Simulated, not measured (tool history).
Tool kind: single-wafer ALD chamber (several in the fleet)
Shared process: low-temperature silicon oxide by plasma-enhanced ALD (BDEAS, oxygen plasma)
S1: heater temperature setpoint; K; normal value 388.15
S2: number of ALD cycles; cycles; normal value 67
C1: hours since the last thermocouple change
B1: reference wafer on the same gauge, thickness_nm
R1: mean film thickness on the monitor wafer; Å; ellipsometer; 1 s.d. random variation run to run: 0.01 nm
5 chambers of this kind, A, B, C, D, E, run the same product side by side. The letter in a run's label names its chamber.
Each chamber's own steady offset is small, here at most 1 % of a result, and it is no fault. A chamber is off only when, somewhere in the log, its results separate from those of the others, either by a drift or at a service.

run,hour,S1,S2,C1,B1,R1
1B,9.5,388.15,67,2383.1,7.4996,92.421
2A,14.9,388.15,67,156.1,7.4985,93.253
3D,22.7,388.15,67,1128.5,7.4958,93.527
# hour 22.8: chamber D: thermocouple changed; heater temperature recalibrated
4C,27.3,388.15,67,850.4,7.4976,92.581
5E,36.8,388.15,67,63.8,7.4952,92.915
# hour 40.6: chamber B: thermocouple changed; heater temperature recalibrated
6B,41.5,388.15,67,1.0,7.4955,92.274
7A,46.3,388.15,67,187.5,7.4915,92.938
8D,54.7,388.15,67,32.0,7.4913,93.369
9E,63.2,388.15,67,90.2,7.4930,92.852
10C,67.5,396.15,78,890.6,7.4917,106.070
11B,72.9,396.15,78,32.4,7.4917,105.730
12E,81.6,396.15,78,108.6,7.4909,106.540
13C,88.6,396.15,78,911.7,7.4862,106.270
14A,94.5,396.15,78,235.7,7.4886,106.530
15D,103.3,388.15,67,80.6,7.4896,93.406
16C,108.7,388.15,67,931.8,7.4858,92.676
17B,113.3,388.15,73,72.8,7.4855,100.320
18A,119.8,388.15,73,261.0,7.4851,101.070
19D,125.8,388.15,73,103.1,7.4833,101.700
20E,134.3,388.15,73,161.3,7.4823,101.170
21E,142.8,388.15,73,169.8,7.4833,101.080
22B,149.5,388.15,67,109.0,7.4808,92.124
23A,156.0,388.15,67,297.2,7.4796,92.727
24C,163.8,388.15,67,986.9,7.4764,92.569
25D,168.5,388.15,67,145.8,7.4798,93.383
26B,175.5,388.15,67,135.0,7.4778,91.998
27C,181.7,388.15,67,1004.8,7.4754,92.462
28D,189.0,388.15,67,166.3,7.4792,93.087
29E,195.8,388.15,67,222.8,7.4751,92.739
30A,202.2,388.15,67,343.4,7.4756,92.594
31C,208.6,388.15,67,1031.7,7.4734,92.307
32A,213.8,388.15,67,355.0,7.4732,92.845
33D,221.2,388.15,67,198.5,7.4711,93.247
34B,228.1,388.15,67,187.6,7.4701,92.052
35E,233.4,388.15,67,260.4,7.4698,92.638
36A,240.0,388.15,67,381.2,7.4692,92.625
37B,245.2,393.15,67,204.7,7.4685,90.968
38E,250.5,393.15,67,277.5,7.4667,91.873

What goes on in this fleet: one chamber off, a drifting gauge, or nothing beyond the chambers' own small offsets? Name the chamber and the cause, if any.

Every chamber seems to shift together because the gauge that measures them all drifts; the chambers themselves are fine.
Most likely cause: gauge reads low (%) = 0.441.

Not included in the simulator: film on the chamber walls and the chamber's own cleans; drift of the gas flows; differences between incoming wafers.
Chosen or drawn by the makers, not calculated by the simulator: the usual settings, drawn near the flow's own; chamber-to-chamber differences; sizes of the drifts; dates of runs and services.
